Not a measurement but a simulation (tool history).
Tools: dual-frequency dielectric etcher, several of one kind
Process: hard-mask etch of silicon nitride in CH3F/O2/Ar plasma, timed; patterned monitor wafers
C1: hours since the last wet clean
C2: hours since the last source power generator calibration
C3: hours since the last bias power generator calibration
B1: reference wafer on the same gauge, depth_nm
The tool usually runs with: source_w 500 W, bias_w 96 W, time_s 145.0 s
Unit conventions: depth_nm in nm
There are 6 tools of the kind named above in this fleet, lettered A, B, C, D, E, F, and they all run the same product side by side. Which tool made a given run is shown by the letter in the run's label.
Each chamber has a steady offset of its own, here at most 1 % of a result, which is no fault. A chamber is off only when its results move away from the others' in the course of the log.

run 1E hour=6.8 | source_w=500 bias_w=96 time_s=145.0 | C1=22.0 C2=686.1 C3=1202.4 | B1=105.94 | depth_nm=121.56
run 2B hour=17.1 | source_w=500 bias_w=96 time_s=145.0 | C1=214.2 C2=409.3 C3=3307.7 | B1=106.01 | depth_nm=120.56
run 3D hour=29.6 | source_w=500 bias_w=96 time_s=145.0 | C1=475.6 C2=2563.9 C3=465.6 | B1=105.92 | depth_nm=123.27
run 4F hour=37.9 | source_w=500 bias_w=96 time_s=145.0 | C1=336.5 C2=2709.1 C3=1144.8 | B1=105.95 | depth_nm=123.29
run 5C hour=44.7 | source_w=500 bias_w=96 time_s=145.0 | C1=220.3 C2=3362.4 C3=1543.3 | B1=105.79 | depth_nm=121.52
run 6A hour=54.4 | source_w=500 bias_w=96 time_s=145.0 | C1=452.2 C2=872.8 C3=3408.3 | B1=106.21 | depth_nm=120.23
run 7C hour=64.9 | source_w=500 bias_w=96 time_s=145.0 | C1=240.5 C2=3382.6 C3=1563.5 | B1=105.88 | depth_nm=123.31
run 8F hour=71.2 | source_w=500 bias_w=119 time_s=145.0 | C1=369.8 C2=2742.4 C3=1178.1 | B1=106.12 | depth_nm=131.69
run 9E hour=78.1 | source_w=500 bias_w=119 time_s=145.0 | C1=93.3 C2=757.4 C3=1273.7 | B1=105.76 | depth_nm=131.72
run 10A hour=89.0 | source_w=500 bias_w=119 time_s=145.0 | C1=486.8 C2=907.4 C3=3442.9 | B1=105.87 | depth_nm=130.75
run 11B hour=95.5 | source_w=500 bias_w=119 time_s=145.0 | C1=292.6 C2=487.7 C3=3386.1 | B1=106.00 | depth_nm=130.29
run 12D hour=106.4 | source_w=500 bias_w=119 time_s=145.0 | C1=552.4 C2=2640.7 C3=542.4 | B1=106.16 | depth_nm=131.90
run 13C hour=116.1 | source_w=500 bias_w=119 time_s=145.0 | C1=291.7 C2=3433.8 C3=1614.7 | B1=106.03 | depth_nm=131.67
-- hour=124.8 chamber A: bias power generator calibrated
run 14F hour=127.1 | source_w=500 bias_w=96 time_s=145.0 | C1=425.7 C2=2798.3 C3=1234.0 | B1=106.03 | depth_nm=122.15
run 15B hour=140.1 | source_w=500 bias_w=96 time_s=145.0 | C1=337.2 C2=532.3 C3=3430.7 | B1=106.05 | depth_nm=121.45
run 16E hour=148.6 | source_w=500 bias_w=96 time_s=145.0 | C1=163.8 C2=827.9 C3=1344.2 | B1=106.10 | depth_nm=122.87
-- hour=157.2 chamber D: wet clean of the chamber
run 17D hour=160.2 | source_w=500 bias_w=81 time_s=145.0 | C1=3.1 C2=2694.5 C3=596.2 | B1=105.94 | depth_nm=116.37
run 18A hour=173.0 | source_w=500 bias_w=81 time_s=145.0 | C1=570.8 C2=991.4 C3=48.2 | B1=106.03 | depth_nm=114.03
run 19B hour=179.2 | source_w=500 bias_w=81 time_s=145.0 | C1=376.3 C2=571.4 C3=3469.8 | B1=105.94 | depth_nm=113.35
run 20C hour=191.8 | source_w=500 bias_w=81 time_s=145.0 | C1=367.4 C2=3509.5 C3=1690.4 | B1=105.79 | depth_nm=115.02
run 21E hour=197.6 | source_w=500 bias_w=81 time_s=145.0 | C1=212.8 C2=876.9 C3=1393.2 | B1=105.92 | depth_nm=116.26
run 22F hour=209.4 | source_w=500 bias_w=81 time_s=145.0 | C1=508.0 C2=2880.6 C3=1316.3 | B1=106.16 | depth_nm=115.55
-- hour=214.0 chamber C: bias power generator calibrated
-- hour=215.9 chamber F: wet clean of the chamber
run 23D hour=221.1 | source_w=500 bias_w=96 time_s=145.0 | C1=64.0 C2=2755.4 C3=657.1 | B1=106.06 | depth_nm=124.50
run 24A hour=229.3 | source_w=500 bias_w=105 time_s=174.5 | C1=627.1 C2=1047.7 C3=104.5 | B1=105.99 | depth_nm=150.16
run 25E hour=237.9 | source_w=500 bias_w=105 time_s=174.5 | C1=253.1 C2=917.2 C3=1433.5 | B1=106.02 | depth_nm=151.11
run 26A hour=250.7 | source_w=500 bias_w=105 time_s=174.5 | C1=648.5 C2=1069.1 C3=125.9 | B1=105.95 | depth_nm=149.93
run 27D hour=258.4 | source_w=500 bias_w=105 time_s=174.5 | C1=101.3 C2=2792.7 C3=694.4 | B1=106.12 | depth_nm=152.96
-- hour=267.8 chamber A: wet clean of the chamber
run 28F hour=270.0 | source_w=500 bias_w=105 time_s=174.5 | C1=54.1 C2=2941.2 C3=1376.9 | B1=105.96 | depth_nm=152.79
run 29C hour=282.6 | source_w=500 bias_w=105 time_s=174.5 | C1=458.2 C2=3600.3 C3=68.6 | B1=106.05 | depth_nm=150.60
-- hour=286.6 chamber B: bias power generator calibrated
run 30B hour=292.5 | source_w=500 bias_w=96 time_s=145.0 | C1=489.6 C2=684.7 C3=6.0 | B1=105.96 | depth_nm=121.42
run 31C hour=298.8 | source_w=500 bias_w=96 time_s=145.0 | C1=474.4 C2=3616.5 C3=84.8 | B1=105.95 | depth_nm=118.56
run 32E hour=309.9 | source_w=430 bias_w=96 time_s=145.0 | C1=325.1 C2=989.2 C3=1505.5 | B1=106.05 | depth_nm=115.28
run 33F hour=318.1 | source_w=430 bias_w=96 time_s=145.0 | C1=102.2 C2=2989.3 C3=1425.0 | B1=105.85 | depth_nm=114.68
-- hour=320.8 chamber B: wet clean of the chamber
run 34D hour=327.6 | source_w=430 bias_w=96 time_s=145.0 | C1=170.5 C2=2861.9 C3=763.6 | B1=106.15 | depth_nm=117.96
run 35B hour=334.6 | source_w=430 bias_w=96 time_s=145.0 | C1=13.9 C2=726.8 C3=48.1 | B1=105.99 | depth_nm=115.36
run 36A hour=344.7 | source_w=430 bias_w=96 time_s=145.0 | C1=77.0 C2=1163.1 C3=219.9 | B1=105.99 | depth_nm=115.42
-- hour=351.0 chamber C: source power generator calibrated
run 37C hour=356.1 | source_w=430 bias_w=96 time_s=145.0 | C1=531.7 C2=5.1 C3=142.1 | B1=105.92 | depth_nm=111.18
run 38D hour=366.5 | source_w=460 bias_w=96 time_s=145.0 | C1=209.4 C2=2900.8 C3=802.5 | B1=106.21 | depth_nm=118.75
run 39E hour=375.3 | source_w=460 bias_w=96 time_s=145.0 | C1=390.5 C2=1054.6 C3=1570.9 | B1=105.99 | depth_nm=119.14
run 40B hour=383.2 | source_w=460 bias_w=96 time_s=145.0 | C1=62.5 C2=775.4 C3=96.7 | B1=106.06 | depth_nm=117.90
run 41A hour=394.4 | source_w=460 bias_w=96 time_s=145.0 | C1=126.7 C2=1212.8 C3=269.6 | B1=105.72 | depth_nm=118.53

Is one chamber out of step, is the gauge drifting, or do the chambers differ by no more than their own small offsets? For an off chamber, give its letter and the likeliest cause.

It is chamber C that slowly wanders off from its peers.
What lies behind it: etch rate under this chamber's usual, % = 4.

Here are 4 candidates for chamber C's next run, each the usual settings with a change, their results left as question marks. Which one brings its results back in line with what the others give on the usual settings?
Counts as in line when no further than this from what the other chambers average on the usual settings: depth_nm 3.00 nm
run 42C-1 hour=403.7 | source_w=500 bias_w=97 time_s=149.5 | depth_nm=?
run 42C-2 hour=403.7 | source_w=610 bias_w=96 time_s=145.0 | depth_nm=?
run 42C-3 hour=403.7 | source_w=500 bias_w=95 time_s=140.5 | depth_nm=?
run 42C-4 hour=403.7 | source_w=400 bias_w=96 time_s=145.0 | depth_nm=?

What the other chambers average on the usual settings: depth_nm 122.05 nm
run=42C-1 depth_nm=121.93
run=42C-2 depth_nm=126.94
run=42C-3 depth_nm=113.73
run=42C-4 depth_nm=108.41
42C-1 brings the chamber back in line.

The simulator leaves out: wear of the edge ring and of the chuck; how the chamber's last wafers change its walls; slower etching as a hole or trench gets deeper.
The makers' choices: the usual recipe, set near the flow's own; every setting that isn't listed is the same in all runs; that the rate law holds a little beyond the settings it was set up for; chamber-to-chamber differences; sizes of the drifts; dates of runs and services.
